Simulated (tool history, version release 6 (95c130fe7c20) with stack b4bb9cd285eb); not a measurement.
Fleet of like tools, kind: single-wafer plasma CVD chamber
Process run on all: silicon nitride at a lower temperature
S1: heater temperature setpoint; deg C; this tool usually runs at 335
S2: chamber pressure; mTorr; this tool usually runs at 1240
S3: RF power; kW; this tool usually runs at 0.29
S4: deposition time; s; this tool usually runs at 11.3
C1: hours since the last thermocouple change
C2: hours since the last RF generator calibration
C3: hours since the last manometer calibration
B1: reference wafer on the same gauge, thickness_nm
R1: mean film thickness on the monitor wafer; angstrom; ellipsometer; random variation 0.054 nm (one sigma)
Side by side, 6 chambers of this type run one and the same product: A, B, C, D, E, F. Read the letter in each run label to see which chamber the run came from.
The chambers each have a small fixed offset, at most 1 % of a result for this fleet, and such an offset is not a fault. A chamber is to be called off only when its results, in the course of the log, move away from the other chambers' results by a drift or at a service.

Run 1E, day 0.242: usual settings; C1 1060.1; C2 1676.7; C3 147.3; B1 14.1. Result: R1 120.54 angstrom.
At day 0.542: chamber A: RF generator calibrated.
Run 2C, day 0.55: usual settings; C1 1546.1; C2 580.5; C3 456.2; B1 14.083. Result: R1 121.96 angstrom.
Run 3B, day 0.883: usual settings; C1 87.9; C2 619; C3 444.8; B1 14.094. Result: R1 122.22 angstrom.
Run 4F, day 1.2: usual settings; C1 461.9; C2 1411.2; C3 1659.1; B1 14.102. Result: R1 121.42 angstrom.
Run 5D, day 1.433: usual settings; C1 882.2; C2 2078.9; C3 510.6; B1 14.107. Result: R1 121.32 angstrom.
Run 6A, day 1.771: usual settings; C1 1937; C2 29.5; C3 1133.5; B1 14.104. Result: R1 121.79 angstrom.
Run 7A, day 2.05: usual settings; C1 1943.7; C2 36.2; C3 1140.2; B1 14.089. Result: R1 122.76 angstrom.
Run 8D, day 2.233: usual settings; C1 901.4; C2 2098.1; C3 529.8; B1 14.095. Result: R1 122.61 angstrom.
Run 9C, day 2.554: usual settings; C1 1594.2; C2 628.6; C3 504.3; B1 14.103. Result: R1 121.78 angstrom.
Run 10E, day 2.783: usual settings; C1 1121.1; C2 1737.7; C3 208.3; B1 14.094. Result: R1 121.46 angstrom.
Run 11F, day 3.125: usual settings; C1 508.1; C2 1457.4; C3 1705.3; B1 14.101. Result: R1 122.18 angstrom.
Run 12B, day 3.296: usual settings; C1 145.8; C2 676.9; C3 502.7; B1 14.098. Result: R1 121.19 angstrom.
Run 13E, day 3.612: usual settings but S3 0.34 kW; C1 1141; C2 1757.6; C3 228.2; B1 14.114. Result: R1 133.32 angstrom.
Run 14B, day 3.854: usual settings but S3 0.34 kW; C1 159.2; C2 690.3; C3 516.1; B1 14.102. Result: R1 134.31 angstrom.
Run 15D, day 4.179: usual settings but S3 0.34 kW; C1 948.1; C2 2144.8; C3 576.5; B1 14.104. Result: R1 135.75 angstrom.
Run 16A, day 4.533: usual settings but S3 0.34 kW; C1 2003.3; C2 95.8; C3 1199.8; B1 14.109. Result: R1 135.62 angstrom.
Run 17F, day 4.721: usual settings but S3 0.34 kW; C1 546.4; C2 1495.7; C3 1743.6; B1 14.093. Result: R1 135.15 angstrom.
Run 18C, day 4.988: usual settings but S3 0.34 kW; C1 1652.6; C2 687; C3 562.7; B1 14.103. Result: R1 134.23 angstrom.
Run 19B, day 5.196: usual settings; C1 191.4; C2 722.5; C3 548.3; B1 14.092. Result: R1 119.66 angstrom.
Run 20D, day 5.408: usual settings; C1 977.6; C2 2174.3; C3 606; B1 14.092. Result: R1 122.59 angstrom.
Run 21A, day 5.729: usual settings; C1 2032; C2 124.5; C3 1228.5; B1 14.1. Result: R1 121.99 angstrom.
Run 22C, day 5.975: usual settings; C1 1676.3; C2 710.7; C3 586.4; B1 14.094. Result: R1 122.93 angstrom.
Run 23E, day 6.267: usual settings; C1 1204.7; C2 1821.3; C3 291.9; B1 14.1. Result: R1 121.53 angstrom.
Run 24F, day 6.567: usual settings; C1 590.7; C2 1540; C3 1787.9; B1 14.108. Result: R1 121.01 angstrom.
Run 25B, day 6.925: usual settings; C1 232.9; C2 764; C3 589.8; B1 14.1. Result: R1 119.34 angstrom.
Run 26C, day 7.225: usual settings but S1 326 deg C; C1 1706.3; C2 740.7; C3 616.4; B1 14.095. Result: R1 123.17 angstrom.
Run 27A, day 7.488: usual settings but S1 326 deg C; C1 2074.2; C2 166.7; C3 1270.7; B1 14.086. Result: R1 123.25 angstrom.
Run 28D, day 7.667: usual settings but S1 326 deg C; C1 1031.8; C2 2228.5; C3 660.2; B1 14.105. Result: R1 122.32 angstrom.
Run 29F, day 8.029: usual settings but S1 326 deg C; C1 625.8; C2 1575.1; C3 1823; B1 14.108. Result: R1 121.74 angstrom.
Run 30E, day 8.233: usual settings but S1 326 deg C; C1 1251.9; C2 1868.5; C3 339.1; B1 14.085. Result: R1 121.24 angstrom.
Run 31A, day 8.5: usual settings but S1 326 deg C; C1 2098.5; C2 191; C3 1295; B1 14.096. Result: R1 121.41 angstrom.
Run 32D, day 8.708: usual settings; C1 1056.8; C2 2253.5; C3 685.2; B1 14.1. Result: R1 121.58 angstrom.
Run 33C, day 8.879: usual settings; C1 1746; C2 780.4; C3 656.1; B1 14.102. Result: R1 122.93 angstrom.
Run 34F, day 9.079: usual settings; C1 651; C2 1600.3; C3 1848.2; B1 14.094. Result: R1 121.47 angstrom.
Run 35E, day 9.271: usual settings; C1 1276.8; C2 1893.4; C3 364; B1 14.097. Result: R1 120.71 angstrom.
Run 36B, day 9.596: usual settings; C1 297; C2 828.1; C3 653.9; B1 14.119. Result: R1 116.84 angstrom.
Run 37A, day 9.942: usual settings; C1 2133.1; C2 225.6; C3 1329.6; B1 14.087. Result: R1 122.6 angstrom.
Run 38C, day 10.312: usual settings; C1 1780.4; C2 814.8; C3 690.5; B1 14.116. Result: R1 121.73 angstrom.
Run 39D, day 10.596: usual settings; C1 1102.1; C2 2298.8; C3 730.5; B1 14.094. Result: R1 121.95 angstrom.
Run 40F, day 10.925: usual settings; C1 695.3; C2 1644.6; C3 1892.5; B1 14.098. Result: R1 122.47 angstrom.
Run 41E, day 11.096: usual settings but S2 940 mTorr; C1 1320.6; C2 1937.2; C3 407.8; B1 14.102. Result: R1 110.74 angstrom.

Is one chamber out of step, is the gauge drifting, or do the chambers differ by no more than their own small offsets? For an off chamber, give its letter and the likeliest cause.

One chamber, B, drifts off from the rest bit by bit.
What lies behind it: delivered RF power below the setpoint (%) = 5.91.

Chamber B could run next with any of the 4 candidate recipes listed below; each alters the usual settings, and their results appear as question marks. Which one brings its results back in line with what the other chambers deliver on the usual settings?
In-line tolerance around the mean of the other chambers on the usual settings: R1 1.9 angstrom
Run 42B-1, day 11.362: usual settings but S1 336 deg C, S2 1080 mTorr. Result: R1 ?.
Run 42B-2, day 11.362: usual settings but S3 0.305 kW. Result: R1 ?.
Run 42B-3, day 11.362: usual settings but S4 11.4 s. Result: R1 ?.
Run 42B-4, day 11.362: usual settings but S4 11.2 s. Result: R1 ?.

Mean of the other chambers on the usual settings: R1 121.65 angstrom
  run      R1
42B-1  112.33
42B-2  121.23
42B-3  118.23
42B-4  116.16
The answer is 42B-2, which returns the chamber to within the allowed miss of the others.

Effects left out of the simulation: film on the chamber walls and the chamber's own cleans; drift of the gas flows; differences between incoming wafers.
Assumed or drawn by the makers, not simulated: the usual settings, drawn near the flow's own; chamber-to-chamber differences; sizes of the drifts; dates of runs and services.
